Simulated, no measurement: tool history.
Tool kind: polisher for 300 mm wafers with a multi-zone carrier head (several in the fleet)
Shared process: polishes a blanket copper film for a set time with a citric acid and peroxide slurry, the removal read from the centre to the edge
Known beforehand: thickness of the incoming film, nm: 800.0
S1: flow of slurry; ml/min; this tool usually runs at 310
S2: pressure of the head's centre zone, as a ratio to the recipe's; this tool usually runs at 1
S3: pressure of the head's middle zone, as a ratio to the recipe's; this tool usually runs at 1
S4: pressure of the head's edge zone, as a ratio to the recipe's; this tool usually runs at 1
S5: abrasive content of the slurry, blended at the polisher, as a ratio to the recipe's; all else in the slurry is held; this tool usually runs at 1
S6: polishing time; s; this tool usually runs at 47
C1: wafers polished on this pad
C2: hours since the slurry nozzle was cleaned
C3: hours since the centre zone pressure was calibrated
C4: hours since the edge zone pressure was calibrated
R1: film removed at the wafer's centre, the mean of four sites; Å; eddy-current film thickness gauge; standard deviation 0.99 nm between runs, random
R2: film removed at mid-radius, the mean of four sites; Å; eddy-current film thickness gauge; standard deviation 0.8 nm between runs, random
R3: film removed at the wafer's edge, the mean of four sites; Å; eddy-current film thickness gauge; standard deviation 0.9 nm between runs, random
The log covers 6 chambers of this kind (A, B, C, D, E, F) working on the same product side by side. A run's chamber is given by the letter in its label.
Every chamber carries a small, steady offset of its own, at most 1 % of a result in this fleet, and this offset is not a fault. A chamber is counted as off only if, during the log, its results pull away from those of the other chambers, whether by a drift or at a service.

run,hour,S1,S2,S3,S4,S5,S6,C1,C2,C3,C4,R1,R2,R3
# hour 3.2: chamber E: worn pad replaced by a new one
1A,7.1,310,1,1,1,1,47,600,374.3,173.8,462.8,1020,1030.4,1011.4
2D,15.3,310,1,1,1,1,47,160,143,715.5,937.9,1027.8,1018.5,1016.4
3F,29.1,310,1,1,1,1,47,1451,530.8,127.5,272,1023.1,1023.6,1027.5
4E,38.9,310,1,1,1,1,47,220,235.2,1102.6,501.2,1034,1022.7,1037.9
# hour 43.3: chamber F: worn pad replaced by a new one
# hour 46.4: chamber A: edge zone pressure recalibrated
# hour 49.3: chamber B: worn pad replaced by a new one
5B,52.2,310,1,1,1,1,47,18,66.1,827.8,393.5,1021.1,1032,1034.6
# hour 54.6: chamber C: slurry nozzle cleaned
# hour 65.2: chamber C: edge zone pressure recalibrated
6C,66,310,1,1,1,1,47,1253,11.5,150.7,0.9,1033.9,1034,1041.7
7C,75.8,310,1,0.89,1,1,47,1313,21.3,160.5,10.7,1036.5,935.83,1034.5
# hour 83.4: chamber E: centre zone pressure recalibrated
# hour 86.8: chamber A: worn pad replaced by a new one
8D,86.9,310,1,0.89,1,1,47,602,214.6,787.1,1009.5,1020.5,934.33,1039.8
9E,96.4,310,1,0.89,1,1,47,575,292.7,13,558.7,1024.4,910.38,1025.9
# hour 104.2: chamber D: slurry nozzle cleaned
10A,110,310,1,0.89,1,1,47,143,477.2,276.7,63.6,1034.7,916.1,1042.7
# hour 117.6: chamber E: worn pad replaced by a new one
11B,118.7,310,1,0.89,1,1,47,429,132.6,894.3,460,1023.7,917.58,1043.9
12F,129.6,310,1,0.89,1,1,47,533,631.3,228,372.5,1020.9,926.81,1038.3
13A,141.7,310,1,1,1,1,47,339,508.9,308.4,95.3,1037.6,1018.1,1041.5
14E,149.4,310,1,1,1,1,47,197,345.7,66,611.7,1026.6,1033.3,1034
15B,163.5,310,1,1,1,1,47,705,177.4,939.1,504.8,1055.1,1021.8,1013.5
# hour 166.6: chamber D: worn pad replaced by a new one
16F,172.4,310,1,1,1,1,47,797,674.1,270.8,415.3,1022.8,1021.7,1022.3
# hour 181.4: chamber B: worn pad replaced by a new one
17C,181.8,310,1,1,1,1,47,1968,127.3,266.5,116.7,1005,1011.6,1015.6
# hour 189.4: chamber D: edge zone pressure recalibrated
18D,195.6,310,1,1,1,1,47,179,91.4,895.8,6.3,1017.9,1027.8,1032.6
19C,204,310,1,1,1,1,47,2105,149.5,288.7,138.9,1031.3,1021.4,1004.1
20F,210.8,310,1,1,1,1,47,1034,712.5,309.2,453.7,1040.4,1020.3,1008
# hour 217.1: chamber E: worn pad replaced by a new one
21E,219.5,310,1,1,1,1,47,15,415.8,136.1,681.8,1028.4,1049.6,1036.5
# hour 228.4: chamber B: centre zone pressure recalibrated
22D,231.2,310,1,1,1,1,47,399,127,931.4,41.9,1010,1029.1,1031.9
23A,240.9,310,1,1,1,1,47,952,608.1,407.6,194.5,1025.4,1019,1046.1
24B,249.7,310,1,1,1,1,47,422,263.6,21.4,591,1042,1027.6,1036.4
25E,263.4,310,1,1,1,1,47,286,459.7,180,725.7,1024.3,1035.7,1031.9
# hour 264.8: chamber B: edge zone pressure recalibrated
# hour 270.5: chamber F: slurry nozzle cleaned
# hour 271.7: chamber A: slurry nozzle cleaned
26C,275.8,310,1,1,0.92,1,59,2549,221.3,360.5,210.7,1227.5,1236.3,1183.7
27A,285.5,310,1,1,0.92,1,59,1228,13.8,452.2,239.1,1287.9,1276.2,1238.1
# hour 287.1: chamber A: worn pad replaced by a new one
28B,298.2,310,1,1,0.92,1,59,722,312.1,69.9,33.4,1279.8,1296.2,1235.5
# hour 303.4: chamber F: worn pad replaced by a new one
29F,312.9,310,1,1,0.92,1,59,59,42.5,411.3,555.8,1322.4,1307.5,1233
# hour 314.3: chamber B: worn pad replaced by a new one
# hour 317.2: chamber D: centre zone pressure recalibrated
# hour 325: chamber E: worn pad replaced by a new one
# hour 325.2: chamber E: edge zone pressure recalibrated
30D,328.1,310,1,1,0.92,1,59,998,223.9,11,138.8,1262.2,1294.5,1224.1
# hour 332.8: chamber D: slurry nozzle cleaned
31C,340.1,310,1,1,0.92,1,59,2946,285.6,424.8,275,1198.2,1213.2,1154.5
32E,347.3,310,1,1,1,1,47,138,543.6,263.9,22.2,1034.8,1026.1,1031.8
33D,359.9,310,1,1,1,1,47,1194,27.1,42.8,170.6,1027.5,1027.6,1023.9
# hour 362.6: chamber D: worn pad replaced by a new one
34A,373,310,1,1,0.96,1,58,531,101.3,539.7,326.6,1289.9,1260.3,1249.3
35B,382.9,310,1,1,0.96,1,58,424,396.8,154.6,118.1,1290.8,1268.6,1262.4
36F,396.1,310,1,1,0.96,1,58,573,125.7,494.5,639,1285.9,1269.2,1237.8
37A,403.7,310,1,1,0.96,1,58,720,132,570.4,357.3,1277.9,1268.5,1232.9
38E,417.9,310,1,1,0.96,1,58,574,614.2,334.5,92.8,1269.4,1252.3,1228.6
# hour 423: chamber B: slurry nozzle cleaned
39B,432.1,310,1,1,0.96,1,58,728,9.2,203.8,167.3,1284.1,1272.7,1256.8
40D,447.1,245,1,1,1.05,1,47,522,114.3,130,257.8,992.42,995.29,1033.4

All chambers now run identical settings, listed one chamber a line with results as question marks. What results will each chamber show?
41A,458.2,310,1,1,1,1,47,,,,,?,?,?
41B,458.2,310,1,1,1,1,47,,,,,?,?,?
41C,458.2,310,1,1,1,1,47,,,,,?,?,?
41D,458.2,310,1,1,1,1,47,,,,,?,?,?
41E,458.2,310,1,1,1,1,47,,,,,?,?,?
41F,458.2,310,1,1,1,1,47,,,,,?,?,?

run,R1,R2,R3
41A,1020.9,1024.5,1028.1
41B,1047.2,1014.2,1041.4
41C,908.21,918.37,934.57
41D,1016.3,1028.5,1009.9
41E,994,1017.4,1019.6
41F,1019.2,1029.1,1024.9
